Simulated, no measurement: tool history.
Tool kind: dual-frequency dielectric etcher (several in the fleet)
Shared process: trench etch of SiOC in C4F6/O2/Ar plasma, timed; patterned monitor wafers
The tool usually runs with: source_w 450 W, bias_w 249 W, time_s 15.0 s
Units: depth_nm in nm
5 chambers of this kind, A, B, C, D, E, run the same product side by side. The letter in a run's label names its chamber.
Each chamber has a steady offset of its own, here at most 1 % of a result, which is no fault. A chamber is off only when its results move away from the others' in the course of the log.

run,hour,source_w,bias_w,time_s,"read-back reference wafer on the same gauge, depth_nm",depth_nm
1C,4.9,450,249,15.0,41.601,36.494
2B,9.1,450,249,15.0,41.575,36.257
3A,17.0,450,249,15.0,41.604,35.713
4D,23.4,450,249,15.0,41.603,35.912
5E,28.8,450,249,15.0,41.582,36.178
6E,35.2,450,249,15.0,41.607,35.742
7A,41.5,540,249,15.0,41.572,38.697
8B,47.3,540,249,15.0,41.570,39.025
9D,55.3,540,249,15.0,41.590,38.693
10C,61.4,540,249,15.0,41.644,39.114
11C,69.4,540,249,15.0,41.597,38.800
12B,77.7,450,249,15.0,41.571,36.364
13E,84.0,450,249,15.0,41.598,35.699
14A,89.2,450,249,15.0,41.594,36.290
15D,93.3,450,249,15.0,41.593,35.819
16C,99.2,450,249,15.0,41.596,36.437
17A,103.6,450,249,15.0,41.589,36.314
18D,108.5,450,249,15.0,41.579,35.755
19B,115.2,380,249,15.0,41.605,33.798
20E,120.8,380,249,15.0,41.566,33.708
21C,128.7,380,249,15.0,41.603,34.047
# hour 132.0: chamber D: bias power generator calibrated
22E,135.2,380,249,15.0,41.628,33.424
# hour 135.8: chamber B: wet clean of the chamber
23D,138.9,380,249,15.0,41.602,33.287
24B,142.8,450,249,15.0,41.579,36.156
25A,150.6,450,249,15.0,41.623,35.887
26C,156.5,450,249,15.0,41.543,36.708
27E,163.7,450,249,15.0,41.604,36.070
28A,170.7,450,219,10.5,41.607,24.209
29B,176.4,450,219,10.5,41.578,24.268
# hour 180.7: chamber B: bias power generator calibrated
30D,183.8,450,219,10.5,41.574,23.428
31C,191.7,450,219,10.5,41.614,24.502
32B,198.6,450,219,10.5,41.629,24.445
33E,206.2,450,249,15.0,41.638,35.911
34D,211.3,450,249,15.0,41.555,34.701
35A,217.2,450,249,15.0,41.588,36.058
36A,224.2,450,249,15.0,41.570,36.151
37B,231.0,450,303,15.0,41.556,38.763
38C,235.8,450,303,15.0,41.580,38.989
39D,240.7,450,303,15.0,41.663,36.796
40E,248.7,450,303,15.0,41.554,38.552

Has any chamber moved away from the others, gradually or after a service, or does the common gauge drift, or do the chambers differ only by their own small steady offsets? State the chamber and the most likely cause if one applies.

It is chamber D that slowly wanders off from its peers.
Likeliest cause: etch rate under this chamber's usual, % = 4.27.

Below are 4 candidate recipes for chamber D's next run, each the usual settings with a change, their results shown as question marks. Which of them brings D's results back in line with what the other chambers give on the usual settings?
In line means no further than this from the other chambers' mean on the usual settings: depth_nm 0.550 nm
41D-1,254.9,450,285,15.0,,?
41D-2,254.9,420,233,15.0,,?
41D-3,254.9,450,325,15.0,,?
41D-4,254.9,350,249,15.0,,?

Other chambers, usual settings, mean: depth_nm 36.193 nm
run,depth_nm
41D-1,36.134
41D-2,32.920
41D-3,37.803
41D-4,31.427
The right change is 41D-1: it brings the chamber back within the allowed miss of the others.
